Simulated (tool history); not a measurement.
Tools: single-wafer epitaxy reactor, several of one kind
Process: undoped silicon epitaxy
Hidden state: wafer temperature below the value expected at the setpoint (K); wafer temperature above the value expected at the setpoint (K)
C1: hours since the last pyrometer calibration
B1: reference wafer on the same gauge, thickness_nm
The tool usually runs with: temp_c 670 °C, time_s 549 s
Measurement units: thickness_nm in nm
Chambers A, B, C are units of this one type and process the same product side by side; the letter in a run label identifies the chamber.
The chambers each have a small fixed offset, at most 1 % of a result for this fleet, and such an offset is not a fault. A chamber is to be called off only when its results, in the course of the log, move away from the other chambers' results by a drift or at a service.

run 1A hour=8.5 | temp_c=670 time_s=549 | C1=1530.7 | B1=147.20 | thickness_nm=141.61
run 2C hour=16.4 | temp_c=670 time_s=549 | C1=121.4 | B1=147.19 | thickness_nm=140.89
run 3B hour=25.3 | temp_c=670 time_s=549 | C1=2671.3 | B1=147.00 | thickness_nm=140.28
run 4A hour=33.8 | temp_c=670 time_s=549 | C1=1556.0 | B1=147.11 | thickness_nm=139.99
run 5C hour=46.6 | temp_c=670 time_s=549 | C1=151.6 | B1=147.03 | thickness_nm=141.45
run 6B hour=58.7 | temp_c=670 time_s=549 | C1=2704.7 | B1=146.94 | thickness_nm=140.50
-- hour=66.0 chamber B: pyrometer calibrated
run 7A hour=70.9 | temp_c=670 time_s=549 | C1=1593.1 | B1=146.85 | thickness_nm=140.87
run 8B hour=77.4 | temp_c=670 time_s=549 | C1=11.5 | B1=146.99 | thickness_nm=148.65
run 9C hour=83.2 | temp_c=670 time_s=549 | C1=188.2 | B1=146.94 | thickness_nm=140.10
run 10B hour=90.3 | temp_c=670 time_s=628 | C1=24.4 | B1=147.13 | thickness_nm=170.22
run 11A hour=99.4 | temp_c=670 time_s=628 | C1=1621.6 | B1=147.04 | thickness_nm=161.08
run 12C hour=107.7 | temp_c=670 time_s=628 | C1=212.7 | B1=147.00 | thickness_nm=160.46
run 13B hour=117.3 | temp_c=670 time_s=549 | C1=51.4 | B1=147.06 | thickness_nm=150.85
run 14A hour=126.8 | temp_c=670 time_s=549 | C1=1649.0 | B1=146.99 | thickness_nm=141.37
run 15C hour=139.4 | temp_c=670 time_s=549 | C1=244.4 | B1=147.00 | thickness_nm=140.20
run 16A hour=147.1 | temp_c=670 time_s=549 | C1=1669.3 | B1=147.00 | thickness_nm=140.84
run 17C hour=155.2 | temp_c=670 time_s=549 | C1=260.2 | B1=146.90 | thickness_nm=141.06
run 18B hour=163.0 | temp_c=670 time_s=549 | C1=97.1 | B1=147.10 | thickness_nm=148.98
run 19A hour=170.4 | temp_c=670 time_s=549 | C1=1692.6 | B1=146.89 | thickness_nm=140.65
run 20B hour=181.1 | temp_c=670 time_s=549 | C1=115.2 | B1=146.90 | thickness_nm=148.81

All chambers now run identical settings, listed one chamber a line with results as question marks. What results will each chamber show?
run 21A hour=190.3 | temp_c=670 time_s=549 | thickness_nm=?
run 21B hour=190.3 | temp_c=670 time_s=549 | thickness_nm=?
run 21C hour=190.3 | temp_c=670 time_s=549 | thickness_nm=?

run=21A thickness_nm=140.99
run=21B thickness_nm=150.05
run=21C thickness_nm=139.13
